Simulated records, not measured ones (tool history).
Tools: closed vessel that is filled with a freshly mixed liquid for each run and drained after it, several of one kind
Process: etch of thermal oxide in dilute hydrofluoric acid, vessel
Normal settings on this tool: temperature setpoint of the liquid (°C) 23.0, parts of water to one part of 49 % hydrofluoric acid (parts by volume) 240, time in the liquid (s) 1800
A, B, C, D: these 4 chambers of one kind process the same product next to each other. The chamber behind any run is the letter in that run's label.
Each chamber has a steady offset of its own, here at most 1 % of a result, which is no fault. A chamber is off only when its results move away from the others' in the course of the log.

run	day	temperature setpoint of the liquid (°C)	parts of water to one part of 49 % hydrofluoric acid (parts by volume)	time in the liquid (s)	read-back film thickness of the thermal oxide reference wafer, read on the same gauge (nm)	thickness taken off the thermal oxide on a monitor wafer (nm)
1A	0.425	23.0	240	1800	129.99	28.290
2D	0.712	23.0	240	1800	129.97	28.959
3B	1.029	23.0	240	1800	130.01	28.472
4C	1.629	23.0	240	1800	130.02	28.615
5D	2.133	23.0	240	1800	129.99	28.627
6B	2.708	23.0	240	1800	130.00	28.296
7C	3.067	23.0	240	1800	130.05	28.244
8A	3.400	23.0	240	1800	129.99	28.623
9B	3.850	23.0	240	1800	130.02	28.270
10A	4.217	23.0	240	1800	130.01	28.471
11C	4.696	23.0	240	1800	130.03	28.319
12D	5.108	23.0	240	1800	130.02	28.919
13A	5.438	23.0	240	1800	129.98	28.788
14D	5.983	23.0	240	1800	129.97	28.591
15B	6.562	23.0	240	1800	129.99	28.120
16C	7.158	23.0	240	1800	130.00	27.676
17B	7.429	23.0	240	1800	129.98	28.154
18C	7.746	23.0	285	1800	129.99	22.031
19D	8.338	23.0	285	1800	129.98	23.085
20A	8.904	23.0	285	1800	130.02	22.379
21A	9.217	23.0	285	1800	130.02	22.737
22B	9.825	23.0	240	1800	130.02	28.508
23D	10.125	23.0	240	1800	130.02	28.721
# day 10.262: chamber B: hydrofluoric acid flow meter replaced
24C	10.546	23.0	240	1800	130.03	26.904
25A	11.133	23.0	240	1800	130.02	28.096
26D	11.658	23.0	240	1800	130.02	28.664
27C	11.946	19.5	185	1800	130.00	31.407
28B	12.346	19.5	185	1800	129.96	33.775
29B	12.917	19.5	185	1800	129.99	34.161
30C	13.200	19.5	185	1800	129.97	31.483
31A	13.500	23.0	240	1800	129.97	28.637
32D	14.083	23.0	240	1800	130.05	28.617

What goes on in this fleet: one chamber off, a drifting gauge, or nothing beyond the chambers' own small offsets? Name the chamber and the cause, if any.

Little by little, chamber C moves away from the other chambers.
What lies behind it: liquid colder than its thermometer reads (K) = 2.56.
Not necessarily distinguishable in this log from: hydrofluoric acid flow below the setpoint (%).

Which of the 4 candidates below, each the usual settings with something changed and its results left as question marks, puts chamber C back in line with what the other chambers give on the usual settings?
Counts as in line when no further than this from what the other chambers average on the usual settings: thickness taken off the thermal oxide on a monitor wafer (nm) 0.720
33C-1	14.525	23.0	230	1880		?
33C-2	14.525	22.5	280	1800		?
33C-3	14.525	20.5	240	1800		?
33C-4	14.525	28.5	240	1800		?

Other chambers, usual settings, mean: thickness taken off the thermal oxide on a monitor wafer (nm) 28.544
run	thickness taken off the thermal oxide on a monitor wafer (nm)
33C-1	28.508
33C-2	20.937
33C-3	23.555
33C-4	31.576
33C-1 brings the chamber back in line.
